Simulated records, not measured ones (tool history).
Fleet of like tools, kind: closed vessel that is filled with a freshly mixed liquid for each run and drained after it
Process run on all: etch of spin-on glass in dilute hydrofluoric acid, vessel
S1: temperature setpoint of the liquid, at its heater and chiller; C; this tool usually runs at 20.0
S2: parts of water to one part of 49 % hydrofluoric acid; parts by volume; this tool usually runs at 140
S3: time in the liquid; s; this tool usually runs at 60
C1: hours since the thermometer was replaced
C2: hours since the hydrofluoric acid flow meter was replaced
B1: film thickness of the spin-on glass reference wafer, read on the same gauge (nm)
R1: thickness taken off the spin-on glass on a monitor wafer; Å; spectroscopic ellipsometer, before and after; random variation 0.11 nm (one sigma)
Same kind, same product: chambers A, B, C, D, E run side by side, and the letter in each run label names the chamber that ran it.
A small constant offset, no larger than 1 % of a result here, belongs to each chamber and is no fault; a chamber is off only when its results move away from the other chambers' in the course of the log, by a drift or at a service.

{"run": "1B", "hour": 8.5, "S1": 20.0, "S2": 140, "S3": 60, "C1": 785.0, "C2": 464.1, "B1": 40.0, "R1": 118.57}
{"run": "2E", "hour": 17.0, "S1": 20.0, "S2": 140, "S3": 60, "C1": 1190.1, "C2": 1488.1, "B1": 39.988, "R1": 116.66}
{"hour": 23.7, "done": "chamber E: thermometer replaced"}
{"run": "3A", "hour": 29.1, "S1": 20.0, "S2": 140, "S3": 60, "C1": 1492.4, "C2": 545.4, "B1": 39.969, "R1": 118.41}
{"run": "4D", "hour": 39.2, "S1": 20.0, "S2": 140, "S3": 60, "C1": 1209.7, "C2": 498.6, "B1": 39.995, "R1": 116.87}
{"run": "5C", "hour": 53.2, "S1": 20.0, "S2": 140, "S3": 60, "C1": 2095.2, "C2": 529.8, "B1": 40.009, "R1": 117.99}
{"run": "6E", "hour": 62.8, "S1": 20.0, "S2": 140, "S3": 60, "C1": 39.1, "C2": 1533.9, "B1": 39.98, "R1": 118.21}
{"run": "7D", "hour": 70.7, "S1": 23.5, "S2": 140, "S3": 95, "C1": 1241.2, "C2": 530.1, "B1": 39.966, "R1": 212.77}
{"run": "8B", "hour": 77.0, "S1": 23.5, "S2": 140, "S3": 95, "C1": 853.5, "C2": 532.6, "B1": 39.981, "R1": 220.44}
{"run": "9A", "hour": 91.3, "S1": 23.5, "S2": 140, "S3": 95, "C1": 1554.6, "C2": 607.6, "B1": 39.968, "R1": 217.3}
{"run": "10C", "hour": 105.0, "S1": 23.5, "S2": 140, "S3": 95, "C1": 2147.0, "C2": 581.6, "B1": 39.974, "R1": 214.43}
{"run": "11C", "hour": 118.3, "S1": 23.5, "S2": 140, "S3": 95, "C1": 2160.3, "C2": 594.9, "B1": 39.997, "R1": 215.63}
{"run": "12B", "hour": 130.6, "S1": 20.0, "S2": 140, "S3": 60, "C1": 907.1, "C2": 586.2, "B1": 39.998, "R1": 118.73}
{"run": "13E", "hour": 144.6, "S1": 20.0, "S2": 140, "S3": 60, "C1": 120.9, "C2": 1615.7, "B1": 40.005, "R1": 118.33}
{"run": "14D", "hour": 155.7, "S1": 20.0, "S2": 140, "S3": 60, "C1": 1326.2, "C2": 615.1, "B1": 39.987, "R1": 116.77}
{"run": "15A", "hour": 168.8, "S1": 20.0, "S2": 140, "S3": 60, "C1": 1632.1, "C2": 685.1, "B1": 40.016, "R1": 117.49}
{"run": "16B", "hour": 177.9, "S1": 20.0, "S2": 140, "S3": 60, "C1": 954.4, "C2": 633.5, "B1": 39.995, "R1": 119.1}
{"run": "17A", "hour": 185.5, "S1": 20.0, "S2": 205, "S3": 60, "C1": 1648.8, "C2": 701.8, "B1": 40.002, "R1": 74.349}
{"run": "18D", "hour": 194.8, "S1": 20.0, "S2": 205, "S3": 60, "C1": 1365.3, "C2": 654.2, "B1": 40.002, "R1": 73.491}
{"run": "19E", "hour": 201.3, "S1": 20.0, "S2": 205, "S3": 60, "C1": 177.6, "C2": 1672.4, "B1": 39.994, "R1": 74.397}
{"run": "20C", "hour": 215.3, "S1": 20.0, "S2": 205, "S3": 60, "C1": 2257.3, "C2": 691.9, "B1": 40.008, "R1": 75.484}
{"run": "21C", "hour": 228.1, "S1": 20.0, "S2": 205, "S3": 60, "C1": 2270.1, "C2": 704.7, "B1": 40.021, "R1": 76.114}
{"hour": 234.8, "done": "chamber C: thermometer replaced"}
{"run": "22E", "hour": 237.0, "S1": 20.0, "S2": 140, "S3": 60, "C1": 213.3, "C2": 1708.1, "B1": 40.036, "R1": 115.73}
{"run": "23A", "hour": 244.4, "S1": 20.0, "S2": 140, "S3": 60, "C1": 1707.7, "C2": 760.7, "B1": 40.004, "R1": 114.62}
{"hour": 249.8, "done": "chamber E: hydrofluoric acid flow meter replaced"}
{"run": "24B", "hour": 257.0, "S1": 20.0, "S2": 140, "S3": 60, "C1": 1033.5, "C2": 712.6, "B1": 39.977, "R1": 115.57}
{"run": "25D", "hour": 266.8, "S1": 20.0, "S2": 140, "S3": 60, "C1": 1437.3, "C2": 726.2, "B1": 39.99, "R1": 116.52}
{"run": "26C", "hour": 273.7, "S1": 20.0, "S2": 140, "S3": 60, "C1": 39.0, "C2": 750.3, "B1": 39.977, "R1": 118.77}
{"run": "27D", "hour": 286.0, "S1": 20.0, "S2": 140, "S3": 60, "C1": 1456.5, "C2": 745.4, "B1": 39.992, "R1": 116.51}
{"run": "28B", "hour": 298.7, "S1": 20.0, "S2": 140, "S3": 60, "C1": 1075.2, "C2": 754.3, "B1": 40.006, "R1": 117.51}
{"run": "29E", "hour": 306.8, "S1": 20.0, "S2": 205, "S3": 60, "C1": 283.1, "C2": 57.0, "B1": 39.965, "R1": 75.719}
{"run": "30A", "hour": 320.9, "S1": 20.0, "S2": 205, "S3": 60, "C1": 1784.2, "C2": 837.2, "B1": 40.004, "R1": 71.429}
{"run": "31D", "hour": 327.4, "S1": 20.0, "S2": 205, "S3": 60, "C1": 1497.9, "C2": 786.8, "B1": 40.002, "R1": 74.978}
{"run": "32C", "hour": 340.8, "S1": 20.0, "S2": 205, "S3": 60, "C1": 106.1, "C2": 817.4, "B1": 39.985, "R1": 75.984}
{"run": "33E", "hour": 351.0, "S1": 20.0, "S2": 205, "S3": 60, "C1": 327.3, "C2": 101.2, "B1": 39.999, "R1": 75.924}
{"run": "34A", "hour": 357.7, "S1": 20.0, "S2": 140, "S3": 60, "C1": 1821.0, "C2": 874.0, "B1": 39.993, "R1": 111.21}

For the next run the whole fleet of 5 chambers uses the same settings. Give each chamber's results:
{"run": "35A", "hour": 368.0, "S1": 20.0, "S2": 140, "S3": 60, "R1": "?"}
{"run": "35B", "hour": 368.0, "S1": 20.0, "S2": 140, "S3": 60, "R1": "?"}
{"run": "35C", "hour": 368.0, "S1": 20.0, "S2": 140, "S3": 60, "R1": "?"}
{"run": "35D", "hour": 368.0, "S1": 20.0, "S2": 140, "S3": 60, "R1": "?"}
{"run": "35E", "hour": 368.0, "S1": 20.0, "S2": 140, "S3": 60, "R1": "?"}

run=35A R1=110.390
run=35B R1=119.220
run=35C R1=118.170
run=35D R1=117.540
run=35E R1=117.980
